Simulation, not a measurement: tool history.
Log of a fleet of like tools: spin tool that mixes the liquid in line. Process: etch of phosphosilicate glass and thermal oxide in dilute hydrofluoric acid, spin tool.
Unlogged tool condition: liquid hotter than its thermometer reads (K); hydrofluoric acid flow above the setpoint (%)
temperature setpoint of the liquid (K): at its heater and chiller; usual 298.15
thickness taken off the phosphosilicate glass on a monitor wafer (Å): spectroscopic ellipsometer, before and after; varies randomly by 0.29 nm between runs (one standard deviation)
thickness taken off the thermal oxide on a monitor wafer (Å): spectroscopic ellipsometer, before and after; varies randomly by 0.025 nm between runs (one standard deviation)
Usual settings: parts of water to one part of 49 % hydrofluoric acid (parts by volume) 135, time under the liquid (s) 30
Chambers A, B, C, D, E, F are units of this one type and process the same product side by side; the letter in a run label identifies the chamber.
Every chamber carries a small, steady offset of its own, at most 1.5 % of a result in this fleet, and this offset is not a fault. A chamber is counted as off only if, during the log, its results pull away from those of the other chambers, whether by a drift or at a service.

run,hour,temperature setpoint of the liquid (K),parts of water to one part of 49 % hydrofluoric acid (parts by volume),time under the liquid (s),hours since the thermometer was replaced,hours since the hydrofluoric acid flow meter was replaced,"read-back film thickness of the phosphosilicate glass reference wafer, read on the same gauge (nm)","read-back film thickness of the thermal oxide reference wafer, read on the same gauge (nm)",thickness taken off the phosphosilicate glass on a monitor wafer (Å),thickness taken off the thermal oxide on a monitor wafer (Å)
1F,2.9,298.15,135,30,88.9,1284.8,79.984,59.962,442.52,9.6159
2E,7.0,298.15,135,30,794.6,1844.4,79.989,60.039,436.43,9.8416
3B,11.7,298.15,135,30,199.9,687.4,79.983,59.952,442.72,10.4790
4C,14.8,298.15,135,30,1365.8,181.3,80.010,60.018,440.65,9.9625
5D,18.8,298.15,135,15,1234.0,719.2,79.976,59.970,222.46,5.0638
6A,21.3,298.15,135,15,390.3,1412.7,79.976,60.032,220.74,5.0535
7A,25.8,298.15,135,15,394.8,1417.2,79.994,59.996,220.54,5.0788
8E,30.3,298.15,135,15,817.9,1867.7,80.014,60.010,218.61,5.0930
9D,32.9,298.15,135,15,1248.1,733.3,80.020,60.023,220.09,5.0427
# hour 36.8: chamber A: hydrofluoric acid flow meter replaced
10B,37.0,298.15,135,15,225.2,712.7,79.984,59.970,226.98,5.2613
11C,41.5,298.15,135,30,1392.5,208.0,80.007,59.985,440.12,10.5560
12F,44.8,298.15,135,30,130.8,1326.7,80.012,60.017,439.03,9.8568
13E,47.4,298.15,135,30,835.0,1884.8,80.032,59.998,438.71,10.5130
14B,51.8,298.15,135,30,240.0,727.5,80.000,59.982,448.89,10.1670
15A,56.6,298.15,135,30,425.6,19.9,79.987,60.016,440.71,10.1470
16D,60.2,298.15,135,30,1275.4,760.6,80.041,59.980,440.45,9.9710
17F,62.9,298.15,135,30,148.9,1344.8,79.995,60.019,435.93,10.6470
18C,66.7,298.15,135,30,1417.7,233.2,79.995,60.026,438.19,9.6799
19B,72.1,298.15,135,30,260.3,747.8,79.996,60.004,440.21,10.6930
20D,75.9,298.15,135,30,1291.1,776.3,79.989,60.011,436.58,10.3100
21C,80.7,298.15,135,30,1431.7,247.2,80.025,60.048,439.35,10.2020
22E,83.3,298.15,135,30,870.9,1920.7,80.015,60.012,440.45,10.4930
23A,87.1,298.15,135,30,456.1,50.4,79.968,60.018,442.05,10.0880
24F,89.5,298.15,135,30,175.5,1371.4,79.967,60.015,441.85,10.6920
25A,93.3,298.15,135,30,462.3,56.6,80.031,59.993,438.05,10.2870
26E,98.4,298.15,110,15,886.0,1935.8,79.990,59.973,277.97,6.3072
27F,102.7,298.15,110,15,188.7,1384.6,79.984,59.991,278.42,6.4445
28D,107.9,298.15,110,15,1323.1,808.3,79.968,59.987,279.29,6.4291
29C,112.1,298.15,110,15,1463.1,278.6,80.029,59.980,277.02,6.4305
30B,117.5,298.15,110,15,305.7,793.2,80.008,60.034,281.03,6.5481
31D,120.7,298.15,110,15,1335.9,821.1,80.022,60.005,277.01,6.5879
32E,123.7,298.15,135,30,911.3,1961.1,79.977,59.998,437.81,9.8940
33F,128.9,298.15,135,30,214.9,1410.8,80.021,59.983,444.04,10.1090
34C,134.4,298.15,135,30,1485.4,300.9,80.021,59.996,442.65,10.1590
35B,138.4,298.15,135,30,326.6,814.1,80.022,60.045,449.34,10.0320
36A,143.9,298.15,135,30,512.9,107.2,79.973,59.978,438.66,10.2240

All 6 chambers run these settings next. Forecast each chamber's results:
37A,147.8,298.15,135,30,,,,,?,?
37B,147.8,298.15,135,30,,,,,?,?
37C,147.8,298.15,135,30,,,,,?,?
37D,147.8,298.15,135,30,,,,,?,?
37E,147.8,298.15,135,30,,,,,?,?
37F,147.8,298.15,135,30,,,,,?,?

run,thickness taken off the phosphosilicate glass on a monitor wafer (Å),thickness taken off the thermal oxide on a monitor wafer (Å)
37A,435.71,10.2890
37B,445.72,10.2740
37C,440.88,9.9213
37D,439.92,10.5030
37E,437.78,10.3840
37F,440.83,10.1010
